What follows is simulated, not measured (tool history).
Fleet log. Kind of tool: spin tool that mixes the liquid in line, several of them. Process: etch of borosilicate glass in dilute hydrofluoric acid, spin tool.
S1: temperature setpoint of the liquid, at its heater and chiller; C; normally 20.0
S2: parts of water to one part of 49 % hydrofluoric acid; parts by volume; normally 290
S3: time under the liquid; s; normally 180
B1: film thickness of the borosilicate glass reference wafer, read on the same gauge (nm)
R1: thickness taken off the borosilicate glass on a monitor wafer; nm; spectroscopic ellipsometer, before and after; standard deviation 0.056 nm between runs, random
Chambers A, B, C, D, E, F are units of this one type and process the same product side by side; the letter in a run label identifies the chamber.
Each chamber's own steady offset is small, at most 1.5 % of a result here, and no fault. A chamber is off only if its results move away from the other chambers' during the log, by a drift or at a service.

run	hour	S1	S2	S3	B1	R1
1E	7.8	20.0	290	180	39.995	9.3772
2A	13.1	20.0	290	180	39.987	9.4737
3C	17.3	20.0	290	180	39.992	9.4730
4B	22.8	20.0	290	180	40.007	9.4692
5D	29.2	20.0	290	180	40.017	9.5834
6F	36.4	20.0	290	180	39.966	9.3778
7F	43.6	20.0	290	180	40.017	9.4010
8D	50.6	20.0	290	180	39.990	9.4342
9C	59.4	20.0	290	180	39.964	9.4210
# hour 62.5: chamber D: hydrofluoric acid flow meter replaced
10B	63.8	20.0	290	180	40.037	9.5510
11A	72.9	20.0	290	180	40.000	9.4128
12E	78.7	20.0	290	180	39.967	9.3497
13E	85.0	20.0	290	180	39.970	9.3723
14F	89.2	24.5	370	180	40.010	8.0778
# hour 93.3: chamber D: thermometer replaced
15A	95.6	24.5	370	180	40.005	8.1101
16C	101.4	24.5	370	180	40.016	8.0174
17D	106.4	24.5	370	180	39.998	8.1070
18B	112.7	24.5	370	180	40.014	8.1357
19F	119.0	24.5	370	180	40.002	7.9751
20D	124.4	20.0	290	180	40.001	9.4536
21E	130.0	20.0	290	180	40.003	9.4581
22A	137.3	20.0	290	180	39.982	9.4571
23C	142.6	18.0	290	180	39.992	8.7682
24B	148.7	18.0	290	180	40.001	8.7721
25D	153.1	18.0	290	180	39.966	8.8109
26A	159.7	18.0	290	180	39.992	8.6860
27E	168.5	18.0	290	180	39.974	8.9110
28B	176.6	18.0	290	180	39.992	8.7722
29C	184.9	20.0	290	180	40.032	9.4694
30F	193.1	20.0	290	180	40.012	9.3859
31D	201.5	20.0	290	180	39.986	9.4868
32B	209.4	20.0	290	180	40.005	9.5140
33E	218.0	20.0	290	180	40.032	9.9286
34C	225.8	20.0	290	180	39.988	9.4850
35F	231.2	20.0	290	180	39.985	9.4680
36A	236.9	20.0	290	180	40.000	9.4513
37B	242.5	20.0	290	180	39.955	9.4753
38F	247.5	20.0	290	180	40.008	9.4103
39E	252.4	20.0	290	75	39.992	4.1513

What goes on in this fleet: one chamber off, a drifting gauge, or nothing beyond the chambers' own small offsets? Name the chamber and the cause, if any.

It is chamber E that slowly wanders off from its peers.
Likeliest cause: liquid hotter than its thermometer reads (K) = 1.84.
From this log alone, it may not be told apart from: hydrofluoric acid flow above the setpoint (%).

Below are 4 candidate recipes for chamber E's next run, each the usual settings with a change, their results shown as question marks. Which of them brings E's results back in line with what the other chambers give on the usual settings?
In line here means within this much of the mean the other chambers give on the usual settings: R1 0.2000 nm
40E-1	258.8	21.5	290	180		?
40E-2	258.8	20.0	265	180		?
40E-3	258.8	20.0	305	170		?
40E-4	258.8	20.0	290	170		?

On the usual settings, the other chambers give on average: R1 9.4578 nm
run	R1
40E-1	10.5660
40E-2	11.2370
40E-3	8.8555
40E-4	9.4536
40E-4 is the one that brings the chamber's results back in line with the other chambers.

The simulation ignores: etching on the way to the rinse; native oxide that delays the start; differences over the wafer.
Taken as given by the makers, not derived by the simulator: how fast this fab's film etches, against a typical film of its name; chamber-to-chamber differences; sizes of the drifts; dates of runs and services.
